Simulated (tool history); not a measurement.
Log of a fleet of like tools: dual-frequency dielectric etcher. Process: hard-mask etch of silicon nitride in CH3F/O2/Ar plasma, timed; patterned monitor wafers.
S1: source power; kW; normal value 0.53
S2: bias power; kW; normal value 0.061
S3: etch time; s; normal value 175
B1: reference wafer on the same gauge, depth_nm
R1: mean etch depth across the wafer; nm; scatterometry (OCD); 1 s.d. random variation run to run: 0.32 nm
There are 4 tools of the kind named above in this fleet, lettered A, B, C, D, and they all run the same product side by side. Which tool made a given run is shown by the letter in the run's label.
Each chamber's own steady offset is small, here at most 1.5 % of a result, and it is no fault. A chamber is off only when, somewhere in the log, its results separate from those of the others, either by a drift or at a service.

run 1A hour=9.7 | S1=0.53 S2=0.061 S3=175 | B1=131.01 | R1=130.4
run 2C hour=16.7 | S1=0.53 S2=0.061 S3=175 | B1=131 | R1=129.93
run 3D hour=27.3 | S1=0.53 S2=0.061 S3=175 | B1=130.92 | R1=130.58
run 4B hour=37.9 | S1=0.53 S2=0.061 S3=175 | B1=131.01 | R1=128.45
run 5D hour=43.9 | S1=0.53 S2=0.061 S3=175 | B1=130.96 | R1=130.67
run 6A hour=49 | S1=0.53 S2=0.061 S3=175 | B1=131.09 | R1=130.52
run 7B hour=59.5 | S1=0.53 S2=0.061 S3=175 | B1=130.97 | R1=128.54
run 8C hour=70.2 | S1=0.53 S2=0.061 S3=175 | B1=131.01 | R1=129.78
run 9C hour=76.5 | S1=0.53 S2=0.061 S3=175 | B1=130.98 | R1=129.87
run 10D hour=83.5 | S1=0.53 S2=0.061 S3=175 | B1=130.96 | R1=130.47
run 11A hour=93.4 | S1=0.53 S2=0.061 S3=175 | B1=130.98 | R1=131.06
run 12B hour=103 | S1=0.53 S2=0.061 S3=175 | B1=130.96 | R1=128.57
-- hour=103.2 chamber B: wet clean of the chamber
run 13C hour=108.2 | S1=0.53 S2=0.061 S3=175 | B1=130.97 | R1=129.42
run 14A hour=118.7 | S1=0.53 S2=0.061 S3=175 | B1=131.1 | R1=131.02
run 15B hour=129.9 | S1=0.53 S2=0.061 S3=175 | B1=131.01 | R1=128.84
-- hour=139.2 chamber A: bias power generator calibrated
run 16D hour=139.2 | S1=0.53 S2=0.061 S3=175 | B1=130.96 | R1=130.45
-- hour=143.1 chamber A: wet clean of the chamber
run 17D hour=147.4 | S1=0.53 S2=0.061 S3=175 | B1=131.07 | R1=131
run 18A hour=156.2 | S1=0.53 S2=0.061 S3=175 | B1=131.07 | R1=133.03
run 19C hour=165.9 | S1=0.53 S2=0.061 S3=175 | B1=131.1 | R1=129.57
run 20B hour=175.4 | S1=0.53 S2=0.061 S3=175 | B1=130.98 | R1=128.65
run 21B hour=185.9 | S1=0.53 S2=0.054 S3=154 | B1=131.05 | R1=108.84
run 22C hour=192.2 | S1=0.53 S2=0.054 S3=154 | B1=131.03 | R1=109.95
run 23A hour=200.5 | S1=0.53 S2=0.054 S3=154 | B1=131.01 | R1=112.78
-- hour=201.5 chamber D: wet clean of the chamber
run 24D hour=210.8 | S1=0.53 S2=0.054 S3=154 | B1=130.96 | R1=110.77
run 25C hour=216.8 | S1=0.53 S2=0.05 S3=155 | B1=130.99 | R1=108.25
run 26B hour=225.1 | S1=0.53 S2=0.05 S3=155 | B1=130.89 | R1=107.38
run 27D hour=231.7 | S1=0.53 S2=0.05 S3=155 | B1=131.05 | R1=108.88

Each of the 4 chambers runs these same settings next. Fill in every chamber's results:
run 28A hour=239.8 | S1=0.53 S2=0.061 S3=175 | R1=?
run 28B hour=239.8 | S1=0.53 S2=0.061 S3=175 | R1=?
run 28C hour=239.8 | S1=0.53 S2=0.061 S3=175 | R1=?
run 28D hour=239.8 | S1=0.53 S2=0.061 S3=175 | R1=?

run=28A R1=132.58
run=28B R1=129
run=28C R1=129.62
run=28D R1=130.98
